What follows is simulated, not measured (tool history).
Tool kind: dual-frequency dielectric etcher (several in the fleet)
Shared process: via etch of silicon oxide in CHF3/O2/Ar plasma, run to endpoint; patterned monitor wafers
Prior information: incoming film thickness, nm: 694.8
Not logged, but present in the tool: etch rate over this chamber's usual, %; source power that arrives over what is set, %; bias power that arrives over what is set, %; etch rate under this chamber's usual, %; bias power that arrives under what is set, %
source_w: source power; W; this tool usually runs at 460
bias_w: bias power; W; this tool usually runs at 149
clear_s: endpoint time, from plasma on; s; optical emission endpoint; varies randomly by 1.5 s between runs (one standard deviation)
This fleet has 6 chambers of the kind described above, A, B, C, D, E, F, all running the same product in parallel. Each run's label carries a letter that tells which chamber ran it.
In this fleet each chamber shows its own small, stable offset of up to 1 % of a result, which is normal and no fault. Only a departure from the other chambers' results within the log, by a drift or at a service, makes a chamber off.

run     day  source_w  bias_w  hours since the last wet clean  hours since the last source power generator calibration  hours since the last bias power generator calibration  clear_s
 1F   0.262       460     149                            17.1                                                    412.5                                                 2255.4    415.7
 2B   0.646       460     149                           211.4                                                    813.6                                                 3695.2   415.01
 3C    0.95       460     149                             308                                                     3253                                                 1221.9   411.59
 4A   1.388       460     149                           262.4                                                     1319                                                   1174    414.2
 5E   1.817       460     149                             380                                                   3760.7                                                 1819.5   413.14
 6D   2.196       460     149                           251.7                                                   1043.9                                                   3867   415.38
 7D   2.454       460     149                           257.9                                                   1050.1                                                 3873.2   414.58
 8F   2.921       460     149                            80.9                                                    476.3                                                 2319.2    419.3
      3.012  -- chamber F: bias power generator calibrated
 9A   3.471       460     178                           312.4                                                     1369                                                   1224   390.56
10C   3.892       460     178                           378.6                                                   3323.6                                                 1292.5   389.15
11E   4.142       460     178                           435.8                                                   3816.5                                                 1875.3   390.18
12B     4.7       460     178                           308.7                                                    910.9                                                 3792.5   390.62
13C   5.221       460     178                           410.5                                                   3355.5                                                 1324.4   388.86
14F   5.638       460     178                           146.1                                                    541.5                                                     63   394.52
15E   6.017       460     149                           480.8                                                   3861.5                                                 1920.3   411.01
16D   6.392       460     149                           352.4                                                   1144.6                                                 3967.7    417.8
17A   6.775       460     149                           391.7                                                   1448.3                                                 1303.3   419.97
      6.929  -- chamber A: wet clean of the chamber
18B   7.308       460     149                           371.3                                                    973.5                                                 3855.1   415.75
19E   7.808       460     149                           523.8                                                   3904.5                                                 1963.3   410.43
      8.246  -- chamber E: bias power generator calibrated
20A   8.283       460     149                            32.6                                                   1484.5                                                 1339.5   416.63
        8.5  -- chamber C: wet clean of the chamber
21B   8.796       500     136                             407                                                   1009.2                                                 3890.8   415.23
      9.092  -- chamber B: wet clean of the chamber
22F   9.338       500     136                           234.9                                                    630.3                                                  151.8    417.8
23D   9.733       500     136                           432.6                                                   1224.8                                                 4047.9   412.85
24C  10.029       500     136                            36.7                                                   3470.9                                                 1439.8   412.09
25D  10.383       500     136                           448.2                                                   1240.4                                                 4063.5    411.7
26F   10.65       500     136                           266.4                                                    661.8                                                  183.3   418.45
27B  11.033       460     149                            46.7                                                   1062.9                                                 3944.5   416.01
28A  11.442       460     149                           108.4                                                   1560.3                                                 1415.3   416.52
29C  11.854       460     149                            80.5                                                   3514.7                                                 1483.6   414.73
30E  12.312       460     149                           631.9                                                   4012.6                                                   97.6   421.53
31F  12.817       460     149                           318.4                                                    713.8                                                  235.3   417.86
32B  13.279       460     149                           100.6                                                   1116.8                                                 3998.4    414.7
33A   13.65       390     183                           161.4                                                   1613.3                                                 1468.3   410.37
34E  14.083       390     183                           674.4                                                   4055.1                                                  140.1   420.14
35C  14.433       390     183                           142.4                                                   3576.6                                                 1545.5   413.45
36D  14.879       390     183                           556.1                                                   1348.3                                                 4171.4   411.66
     15.225  -- chamber D: wet clean of the chamber
37B  15.312       390     183                           149.4                                                   1165.6                                                 4047.2   413.85
38C  15.621       390     183                           170.9                                                   3605.1                                                   1574   411.66
39E  16.088       460     149                           722.5                                                   4103.2                                                  188.2   426.14
       16.5  -- chamber F: wet clean of the chamber
40D  16.546       460     149                            31.7                                                   1388.3                                                 4211.4   415.26
41F  16.979       460     149                            11.6                                                    813.7                                                  335.2   415.64

Is one chamber out of step, is the gauge drifting, or do the chambers differ by no more than their own small offsets? For an off chamber, give its letter and the likeliest cause.

Little by little, chamber E moves away from the other chambers.
Cause: etch rate under this chamber's usual, % = 3.8.

Below are 4 candidate recipes for chamber E's next run, each the usual settings with a change, their results shown as question marks. Which of them brings E's results back in line with what the other chambers give on the usual settings?
To be in line, a result may differ from the other chambers' mean on the usual settings by at most: clear_s 5.4 s
42E-1  17.379       440     143                                                                                                                                                        ?
42E-2  17.379       470     149                                                                                                                                                        ?
42E-3  17.379       500     149                                                                                                                                                        ?
42E-4  17.379       450     149                                                                                                                                                        ?

Mean of the other chambers on the usual settings: clear_s 415.54 s
  run  clear_s
42E-1   442.44
42E-2   425.81
42E-3   415.93
42E-4   432.89
The right change is 42E-3: it brings the chamber back within the allowed miss of the others.
